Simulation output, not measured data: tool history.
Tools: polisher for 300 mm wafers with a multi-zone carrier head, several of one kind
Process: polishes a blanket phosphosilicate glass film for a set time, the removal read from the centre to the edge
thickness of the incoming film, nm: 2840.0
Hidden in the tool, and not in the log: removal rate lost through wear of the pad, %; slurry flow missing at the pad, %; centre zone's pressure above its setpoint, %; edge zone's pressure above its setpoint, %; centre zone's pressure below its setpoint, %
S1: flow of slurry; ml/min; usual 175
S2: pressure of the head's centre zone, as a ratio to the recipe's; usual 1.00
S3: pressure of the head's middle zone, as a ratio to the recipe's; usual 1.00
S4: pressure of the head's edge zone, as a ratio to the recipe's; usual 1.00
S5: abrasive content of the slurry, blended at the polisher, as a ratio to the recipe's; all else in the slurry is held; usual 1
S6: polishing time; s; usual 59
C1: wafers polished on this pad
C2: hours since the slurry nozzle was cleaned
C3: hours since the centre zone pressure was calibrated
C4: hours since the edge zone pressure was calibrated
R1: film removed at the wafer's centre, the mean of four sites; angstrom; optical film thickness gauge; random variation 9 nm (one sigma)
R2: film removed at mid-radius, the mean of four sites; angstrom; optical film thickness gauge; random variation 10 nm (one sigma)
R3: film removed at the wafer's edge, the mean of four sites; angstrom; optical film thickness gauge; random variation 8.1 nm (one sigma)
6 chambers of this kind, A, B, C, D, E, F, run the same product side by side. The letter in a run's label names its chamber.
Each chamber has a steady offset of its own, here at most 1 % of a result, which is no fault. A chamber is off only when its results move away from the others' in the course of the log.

run,day,S1,S2,S3,S4,S5,S6,C1,C2,C3,C4,R1,R2,R3
# day 0.192: chamber C: worn pad replaced by a new one
1E,0.325,175,1.00,1.00,1.00,1,59,501,83.1,82.3,697.8,6810.6,6905.2,6970.5
# day 0.838: chamber B: worn pad replaced by a new one
2F,0.892,175,1.00,1.00,1.00,1,59,206,65.6,834.8,702.4,7044.0,6934.6,7046.5
# day 1.225: chamber D: centre zone pressure recalibrated
3B,1.233,175,1.00,1.00,1.00,1,59,83,319.6,557.5,1034.9,6969.0,6774.4,7004.8
4D,1.750,175,1.00,1.00,1.00,1,59,870,272.6,12.7,712.4,7051.0,7109.0,6883.4
# day 1.846: chamber E: worn pad replaced by a new one
5A,2.038,175,1.00,1.00,1.00,1,59,683,298.3,369.5,519.8,7022.5,6779.5,7075.9
# day 2.296: chamber D: edge zone pressure recalibrated
6C,2.688,175,1.00,1.00,1.00,1,59,520,114.3,174.2,259.0,6917.9,6946.2,7081.3
# day 2.733: chamber D: worn pad replaced by a new one
# day 2.967: chamber A: worn pad replaced by a new one
7E,3.229,175,1.00,1.00,1.00,1,59,288,152.8,152.0,767.5,6982.6,7113.7,7243.7
8F,3.700,175,1.00,1.00,1.00,1,59,792,133.0,902.2,769.8,6969.2,7036.5,6983.8
# day 3.767: chamber C: worn pad replaced by a new one
# day 3.900: chamber E: edge zone pressure recalibrated
9A,4.217,195,1.00,0.92,1.00,1,59,261,350.6,421.8,572.1,7042.4,6350.7,6965.6
10D,4.758,195,1.00,0.92,1.00,1,59,422,344.8,84.9,59.1,7118.8,6527.3,7102.0
# day 4.771: chamber F: centre zone pressure recalibrated
# day 5.200: chamber E: worn pad replaced by a new one
11C,5.396,195,1.00,0.92,1.00,1,59,340,179.3,239.2,324.0,6924.1,6415.5,7117.3
# day 5.796: chamber F: worn pad replaced by a new one
12B,5.838,195,1.00,0.92,1.00,1,59,1042,430.1,668.0,1145.4,7136.9,6474.7,7090.7
# day 6.233: chamber B: worn pad replaced by a new one
# day 6.375: chamber C: edge zone pressure recalibrated
13B,6.396,195,1.00,0.92,1.00,1,59,33,443.5,681.4,1158.8,7168.7,6554.2,7266.0
14D,6.675,195,1.00,0.92,1.00,1,59,821,390.8,130.9,105.1,7067.6,6691.9,7221.2
15C,7.175,175,1.00,1.00,1.00,1,59,711,222.0,281.9,19.2,6828.1,6735.4,6937.1
# day 7.404: chamber C: worn pad replaced by a new one
# day 7.521: chamber B: centre zone pressure recalibrated
16F,7.825,195,1.00,1.00,1.00,1,59,423,232.0,73.3,868.8,6996.1,7003.3,7083.0
# day 7.883: chamber A: worn pad replaced by a new one
# day 7.971: chamber D: worn pad replaced by a new one
# day 8.196: chamber B: edge zone pressure recalibrated
17A,8.367,195,1.00,1.00,1.00,1,59,101,450.2,521.4,671.7,7109.0,7174.7,7112.9
18E,8.817,195,1.00,1.00,1.00,1,59,753,286.9,286.1,118.1,7045.1,7090.9,7120.5
# day 9.292: chamber E: worn pad replaced by a new one
19A,9.371,195,1.00,1.00,1.00,1,59,310,474.3,545.5,695.8,7053.1,7086.8,7031.4
20C,9.767,195,1.00,1.00,1.00,1,59,492,284.2,344.1,81.4,6804.5,6808.5,6932.9
21E,10.054,195,1.00,1.00,1.00,1,59,159,316.6,315.8,147.8,7166.8,7139.2,7348.2
22B,10.354,175,1.00,1.00,1.00,1,59,858,538.5,68.0,51.8,6895.3,6981.4,7046.1
23F,10.917,175,1.00,1.00,1.00,1,59,1068,306.2,147.5,943.0,7038.9,6861.4,7027.7
# day 11.038: chamber C: worn pad replaced by a new one
# day 11.129: chamber F: slurry nozzle cleaned
# day 11.196: chamber D: slurry nozzle cleaned
# day 11.212: chamber B: worn pad replaced by a new one
24D,11.375,175,1.00,1.00,1.00,1,59,709,4.3,243.7,217.9,6845.7,7033.4,7173.1
25B,12.000,175,1.00,1.00,1.00,1,59,164,578.0,107.5,91.3,7008.8,6661.2,6875.6
# day 12.375: chamber E: slurry nozzle cleaned
26C,12.512,175,1.07,1.00,0.92,1,59,307,350.1,410.0,147.3,7154.9,6616.9,6584.4
# day 12.596: chamber A: worn pad replaced by a new one
# day 12.808: chamber E: worn pad replaced by a new one
27E,12.929,175,1.07,1.00,0.92,1,59,25,13.4,384.8,216.8,7540.2,6939.7,6710.5
28F,13.238,175,1.07,1.00,0.92,1,59,1551,50.7,203.2,998.7,7392.2,7266.8,6771.1
# day 13.254: chamber F: worn pad replaced by a new one
# day 13.504: chamber D: worn pad replaced by a new one
29D,13.729,175,1.07,1.00,0.92,1,59,47,60.8,300.2,274.4,7498.9,6929.8,6767.2
30A,14.262,175,1.07,1.00,0.92,1,59,348,591.7,662.9,813.2,7669.5,6836.2,6793.0
# day 14.425: chamber C: worn pad replaced by a new one
31D,14.712,175,1.07,1.00,0.92,1,59,252,84.4,323.8,298.0,7658.4,7013.1,6777.4
# day 15.112: chamber E: centre zone pressure recalibrated
32C,15.221,175,1.00,1.00,1.00,1,59,166,415.1,475.0,212.3,6366.8,6434.8,6897.8
33E,15.675,175,1.00,1.00,1.00,1,59,597,79.3,13.5,282.7,6987.4,6984.7,7047.9
# day 16.021: chamber B: worn pad replaced by a new one
34B,16.042,175,1.00,1.00,1.00,1,59,5,675.0,204.5,188.3,6965.9,7037.6,6969.0
35F,16.383,175,1.00,0.92,1.00,1,59,653,126.2,278.7,1074.2,6921.1,6479.4,7176.7
36A,16.879,175,1.00,0.92,1.00,1,59,893,654.5,725.7,876.0,7080.2,6543.0,6835.2

Is one chamber off against the others, does the gauge drift, or is nothing wrong? If a chamber is off, say which, and what the likeliest cause is.

Chamber C drifts away from the others.
Cause: slurry flow missing at the pad, % = 37.5.

Here are 4 candidates for chamber C's next run, each the usual settings with a change, their results left as question marks. Which one brings its results back in line with what the others give on the usual settings?
In line means no further than this from the other chambers' mean on the usual settings: R1 310.0 angstrom; R2 350.0 angstrom; R3 280.0 angstrom
37C-1,17.342,185,1.03,1.02,0.98,1,63,,,,,?,?,?
37C-2,17.342,165,0.97,0.98,1.02,1,55,,,,,?,?,?
37C-3,17.342,170,0.99,0.99,1.01,1,58,,,,,?,?,?
37C-4,17.342,180,1.01,1.01,0.99,1,60,,,,,?,?,?

The other chambers' mean on the usual settings: R1 6994.7 angstrom; R2 6987.6 angstrom; R3 7036.0 angstrom
run,R1,R2,R3
37C-1,7025.5,6936.0,7023.1
37C-2,5545.0,5661.0,6134.3
37C-3,6037.4,6075.8,6471.1
37C-4,6496.5,6500.6,6692.4
37C-1 brings the chamber back in line.

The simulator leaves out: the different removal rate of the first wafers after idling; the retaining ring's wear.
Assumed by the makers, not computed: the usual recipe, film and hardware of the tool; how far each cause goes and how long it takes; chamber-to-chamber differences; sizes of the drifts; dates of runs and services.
